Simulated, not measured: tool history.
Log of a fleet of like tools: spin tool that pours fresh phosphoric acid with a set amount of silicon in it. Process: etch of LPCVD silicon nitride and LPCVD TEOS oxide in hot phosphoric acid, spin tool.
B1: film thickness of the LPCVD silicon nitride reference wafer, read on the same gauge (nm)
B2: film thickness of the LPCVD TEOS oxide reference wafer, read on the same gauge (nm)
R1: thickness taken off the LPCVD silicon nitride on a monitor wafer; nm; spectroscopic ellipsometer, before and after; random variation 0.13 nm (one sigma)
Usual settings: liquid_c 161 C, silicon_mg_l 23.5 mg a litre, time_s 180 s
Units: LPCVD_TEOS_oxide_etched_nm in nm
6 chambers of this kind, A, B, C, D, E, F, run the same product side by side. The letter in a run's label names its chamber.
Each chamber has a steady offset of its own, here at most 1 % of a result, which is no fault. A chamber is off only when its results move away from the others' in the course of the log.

run 1F hour=4.3 | liquid_c=161 silicon_mg_l=23.5 time_s=180 | B1=89.992 B2=50.004 | R1=14.678 LPCVD_TEOS_oxide_etched_nm=0.562
run 2A hour=7.7 | liquid_c=161 silicon_mg_l=23.5 time_s=180 | B1=90.024 B2=50.024 | R1=14.305 LPCVD_TEOS_oxide_etched_nm=0.45153
run 3D hour=15.1 | liquid_c=161 silicon_mg_l=23.5 time_s=180 | B1=89.962 B2=49.975 | R1=14.649 LPCVD_TEOS_oxide_etched_nm=0.54295
run 4B hour=18.3 | liquid_c=161 silicon_mg_l=23.5 time_s=180 | B1=90.016 B2=50.013 | R1=14.758 LPCVD_TEOS_oxide_etched_nm=0.5066
run 5C hour=23.5 | liquid_c=161 silicon_mg_l=23.5 time_s=180 | B1=89.989 B2=50.005 | R1=14.546 LPCVD_TEOS_oxide_etched_nm=0.50942
run 6E hour=30.4 | liquid_c=161 silicon_mg_l=23.5 time_s=180 | B1=89.967 B2=50.007 | R1=14.725 LPCVD_TEOS_oxide_etched_nm=0.52157
run 7B hour=34.7 | liquid_c=161 silicon_mg_l=23.5 time_s=180 | B1=89.984 B2=50.031 | R1=14.423 LPCVD_TEOS_oxide_etched_nm=0.47434
-- hour=36.9 chamber A: heated supply line repaired
run 8D hour=41.2 | liquid_c=161 silicon_mg_l=23.5 time_s=180 | B1=90.023 B2=49.969 | R1=14.578 LPCVD_TEOS_oxide_etched_nm=0.47021
run 9C hour=47.2 | liquid_c=161 silicon_mg_l=23.5 time_s=180 | B1=89.975 B2=50.022 | R1=14.299 LPCVD_TEOS_oxide_etched_nm=0.46194
run 10F hour=52.2 | liquid_c=161 silicon_mg_l=23.5 time_s=180 | B1=89.992 B2=50.017 | R1=14.453 LPCVD_TEOS_oxide_etched_nm=0.4937
run 11E hour=57.4 | liquid_c=161 silicon_mg_l=23.5 time_s=180 | B1=90.002 B2=50.039 | R1=14.853 LPCVD_TEOS_oxide_etched_nm=0.4963
run 12A hour=61.4 | liquid_c=161 silicon_mg_l=23.5 time_s=180 | B1=90.056 B2=50.002 | R1=14.464 LPCVD_TEOS_oxide_etched_nm=0.49102
run 13A hour=66 | liquid_c=161 silicon_mg_l=23.5 time_s=180 | B1=90.021 B2=50.017 | R1=14.592 LPCVD_TEOS_oxide_etched_nm=0.46776
run 14C hour=70.9 | liquid_c=161 silicon_mg_l=23.5 time_s=180 | B1=90.003 B2=49.988 | R1=14.086 LPCVD_TEOS_oxide_etched_nm=0.43184
-- hour=75 chamber E: thermometer replaced
run 15D hour=76.1 | liquid_c=160 silicon_mg_l=14 time_s=180 | B1=90.028 B2=50.017 | R1=14.196 LPCVD_TEOS_oxide_etched_nm=0.64278
run 16F hour=80.7 | liquid_c=160 silicon_mg_l=14 time_s=180 | B1=90.018 B2=49.99 | R1=14.221 LPCVD_TEOS_oxide_etched_nm=0.60004
run 17E hour=86.8 | liquid_c=160 silicon_mg_l=14 time_s=180 | B1=90.008 B2=50 | R1=14.181 LPCVD_TEOS_oxide_etched_nm=0.50695
run 18B hour=90.8 | liquid_c=160 silicon_mg_l=14 time_s=180 | B1=90.012 B2=49.97 | R1=13.842 LPCVD_TEOS_oxide_etched_nm=0.56127
run 19F hour=98.1 | liquid_c=160 silicon_mg_l=14 time_s=180 | B1=89.98 B2=49.994 | R1=14.011 LPCVD_TEOS_oxide_etched_nm=0.62741
run 20C hour=104.1 | liquid_c=160 silicon_mg_l=14 time_s=180 | B1=89.961 B2=49.988 | R1=13.356 LPCVD_TEOS_oxide_etched_nm=0.5431
run 21B hour=107.5 | liquid_c=161 silicon_mg_l=23.5 time_s=180 | B1=89.987 B2=50.022 | R1=14.358 LPCVD_TEOS_oxide_etched_nm=0.49418
run 22E hour=111.7 | liquid_c=161 silicon_mg_l=23.5 time_s=180 | B1=90.016 B2=49.996 | R1=14.705 LPCVD_TEOS_oxide_etched_nm=0.50681
run 23D hour=116.8 | liquid_c=161 silicon_mg_l=23.5 time_s=180 | B1=90.019 B2=49.972 | R1=14.724 LPCVD_TEOS_oxide_etched_nm=0.51119
run 24A hour=121.5 | liquid_c=161 silicon_mg_l=23.5 time_s=180 | B1=90.024 B2=49.977 | R1=14.693 LPCVD_TEOS_oxide_etched_nm=0.48534
run 25F hour=125.9 | liquid_c=161 silicon_mg_l=23.5 time_s=180 | B1=89.971 B2=50.013 | R1=14.757 LPCVD_TEOS_oxide_etched_nm=0.50582
run 26C hour=131.4 | liquid_c=161 silicon_mg_l=23.5 time_s=180 | B1=90.002 B2=49.98 | R1=13.463 LPCVD_TEOS_oxide_etched_nm=0.49371
run 27E hour=135.4 | liquid_c=161 silicon_mg_l=23.5 time_s=180 | B1=90.013 B2=50.003 | R1=14.559 LPCVD_TEOS_oxide_etched_nm=0.5064
run 28D hour=141.9 | liquid_c=161 silicon_mg_l=23.5 time_s=180 | B1=90.006 B2=49.948 | R1=14.857 LPCVD_TEOS_oxide_etched_nm=0.44671
run 29B hour=146.5 | liquid_c=161 silicon_mg_l=23.5 time_s=180 | B1=89.979 B2=50.031 | R1=14.771 LPCVD_TEOS_oxide_etched_nm=0.47756
run 30A hour=150.4 | liquid_c=161 silicon_mg_l=23.5 time_s=180 | B1=89.97 B2=50.042 | R1=14.399 LPCVD_TEOS_oxide_etched_nm=0.50276
run 31F hour=157.3 | liquid_c=161 silicon_mg_l=23.5 time_s=180 | B1=90.028 B2=50.013 | R1=14.661 LPCVD_TEOS_oxide_etched_nm=0.55997
run 32B hour=162.2 | liquid_c=161 silicon_mg_l=23.5 time_s=180 | B1=90.004 B2=49.983 | R1=14.628 LPCVD_TEOS_oxide_etched_nm=0.52692
run 33A hour=167.4 | liquid_c=161 silicon_mg_l=23.5 time_s=180 | B1=90.002 B2=50.006 | R1=14.556 LPCVD_TEOS_oxide_etched_nm=0.53545
run 34D hour=171.9 | liquid_c=161 silicon_mg_l=23.5 time_s=180 | B1=90.01 B2=49.993 | R1=14.773 LPCVD_TEOS_oxide_etched_nm=0.48076
run 35C hour=178.4 | liquid_c=163 silicon_mg_l=23.5 time_s=90 | B1=89.987 B2=50.012 | R1=6.8953 LPCVD_TEOS_oxide_etched_nm=0.22295
run 36E hour=185 | liquid_c=163 silicon_mg_l=23.5 time_s=90 | B1=90 B2=49.988 | R1=7.8991 LPCVD_TEOS_oxide_etched_nm=0.31476

What goes on in this fleet: one chamber off, a drifting gauge, or nothing beyond the chambers' own small offsets? Name the chamber and the cause, if any.

Chamber C drifts away from the others.
Cause: temperature lost on the way to the wafer (K) = 3.43.

Here are 4 candidates for chamber C's next run, each the usual settings with a change, their results left as question marks. Which one brings its results back in line with what the others give on the usual settings?
In line means no further than this from the other chambers' mean on the usual settings: R1 0.45 nm; LPCVD_TEOS_oxide_etched_nm 0.1 nm
run 37C-1 hour=190.3 | liquid_c=160.5 silicon_mg_l=30 time_s=145 | R1=? LPCVD_TEOS_oxide_etched_nm=?
run 37C-2 hour=190.3 | liquid_c=161.5 silicon_mg_l=14.5 time_s=225 | R1=? LPCVD_TEOS_oxide_etched_nm=?
run 37C-3 hour=190.3 | liquid_c=161.5 silicon_mg_l=19 time_s=200 | R1=? LPCVD_TEOS_oxide_etched_nm=?
run 37C-4 hour=190.3 | liquid_c=161 silicon_mg_l=27.5 time_s=160 | R1=? LPCVD_TEOS_oxide_etched_nm=?

The other chambers' mean on the usual settings: R1 14.651 nm; LPCVD_TEOS_oxide_etched_nm 0.50444 nm
run=37C-1 R1=10.333 LPCVD_TEOS_oxide_etched_nm=0.25284
run=37C-2 R1=16.6 LPCVD_TEOS_oxide_etched_nm=0.68607
run=37C-3 R1=14.755 LPCVD_TEOS_oxide_etched_nm=0.54208
run=37C-4 R1=11.602 LPCVD_TEOS_oxide_etched_nm=0.31886
37C-3 brings the chamber back in line.
